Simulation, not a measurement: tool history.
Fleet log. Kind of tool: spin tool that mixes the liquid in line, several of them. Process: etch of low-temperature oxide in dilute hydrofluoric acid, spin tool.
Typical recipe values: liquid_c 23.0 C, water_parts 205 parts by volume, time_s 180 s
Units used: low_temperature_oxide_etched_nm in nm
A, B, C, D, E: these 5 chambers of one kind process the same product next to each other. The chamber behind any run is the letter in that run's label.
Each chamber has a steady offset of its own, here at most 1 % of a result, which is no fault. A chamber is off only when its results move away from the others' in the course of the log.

| run | hour | liquid_c | water_parts | time_s | read-back film thickness of the low-temperature oxide reference wafer, read on the same gauge (nm) | low_temperature_oxide_etched_nm |
|---|---|---|---|---|---|---|
| 1B | 3.8 | 23.0 | 205 | 180 | 69.958 | 11.8390 |
| 2A | 8.5 | 23.0 | 205 | 180 | 69.979 | 11.7420 |
| 3E | 13.6 | 23.0 | 205 | 180 | 70.060 | 11.8670 |
| 4C | 18.2 | 23.0 | 205 | 180 | 69.988 | 11.9280 |
|  | 18.3 | chamber C: hydrofluoric acid flow meter replaced |
| 5D | 20.6 | 23.0 | 205 | 180 | 70.018 | 11.8200 |
| 6E | 24.4 | 23.0 | 205 | 180 | 70.004 | 11.9540 |
| 7A | 26.9 | 23.0 | 205 | 180 | 69.982 | 11.8490 |
| 8B | 29.3 | 23.0 | 205 | 180 | 70.002 | 11.7580 |
| 9C | 32.2 | 23.0 | 205 | 180 | 70.016 | 11.8840 |
| 10D | 36.0 | 23.0 | 205 | 180 | 69.997 | 11.9390 |
| 11E | 40.1 | 23.0 | 205 | 180 | 69.976 | 11.9220 |
| 12C | 44.6 | 23.0 | 205 | 180 | 69.981 | 11.8330 |
| 13D | 49.5 | 23.0 | 205 | 180 | 69.999 | 11.7690 |
| 14B | 54.1 | 23.0 | 205 | 180 | 70.017 | 11.6910 |
| 15A | 58.6 | 23.0 | 205 | 180 | 70.002 | 11.8420 |
| 16D | 61.2 | 24.5 | 165 | 180 | 69.964 | 16.1720 |
| 17E | 64.5 | 24.5 | 165 | 180 | 70.024 | 16.4770 |
| 18C | 69.1 | 24.5 | 165 | 180 | 69.996 | 16.3330 |
| 19A | 71.9 | 24.5 | 165 | 180 | 70.028 | 16.4030 |
| 20B | 76.7 | 24.5 | 165 | 180 | 70.018 | 16.0860 |
|  | 77.1 | chamber C: thermometer replaced |
| 21D | 79.7 | 23.0 | 205 | 180 | 70.026 | 11.8750 |
| 22B | 84.6 | 23.0 | 205 | 180 | 70.016 | 11.8190 |
| 23C | 89.6 | 23.0 | 205 | 180 | 69.996 | 11.8360 |
| 24A | 93.6 | 23.0 | 205 | 180 | 69.969 | 11.8970 |
| 25E | 96.3 | 23.0 | 205 | 180 | 69.989 | 11.9030 |
| 26A | 101.0 | 23.0 | 110 | 180 | 70.034 | 24.8580 |
| 27B | 103.5 | 23.0 | 110 | 180 | 69.987 | 24.2430 |
| 28E | 106.6 | 23.0 | 110 | 180 | 70.004 | 24.9080 |
| 29C | 109.3 | 23.0 | 110 | 180 | 69.984 | 25.0350 |
| 30D | 111.8 | 23.0 | 110 | 180 | 70.011 | 24.2050 |
| 31B | 114.6 | 23.0 | 250 | 135 | 69.992 | 6.8755 |
| 32C | 118.9 | 23.0 | 250 | 135 | 70.025 | 6.9430 |
| 33A | 122.4 | 23.0 | 250 | 135 | 70.008 | 7.0951 |
| 34D | 126.3 | 23.0 | 250 | 135 | 70.015 | 7.0047 |

Does one chamber stand apart from the rest, does the shared gauge drift, or is all well apart from small per-chamber offsets? Give the chamber and the most likely cause, where there is one.

Chamber A drifts away from the others.
Most likely cause: hydrofluoric acid flow above the setpoint (%) = 2.05.
With only this log, it may be confused with: liquid hotter than its thermometer reads (K).

Below are 4 candidate recipes for chamber A's next run, each the usual settings with a change, their results shown as question marks. Which of them brings A's results back in line with what the other chambers give on the usual settings?
A result is in line if it is within this distance of the other chambers' mean on the usual settings: low_temperature_oxide_etched_nm 0.1800 nm
| 35A-1 | 130.1 | 21.5 | 205 | 180 |  | ? |
| 35A-2 | 130.1 | 24.5 | 205 | 180 |  | ? |
| 35A-3 | 130.1 | 23.0 | 205 | 185 |  | ? |
| 35A-4 | 130.1 | 23.0 | 205 | 175 |  | ? |

The mean the other chambers reach with the usual settings: low_temperature_oxide_etched_nm 11.8520 nm
| run | low_temperature_oxide_etched_nm |
|---|---|
| 35A-1 | 11.4530 |
| 35A-2 | 12.7860 |
| 35A-3 | 12.4400 |
| 35A-4 | 11.7680 |
The answer is 35A-4, which returns the chamber to within the allowed miss of the others.
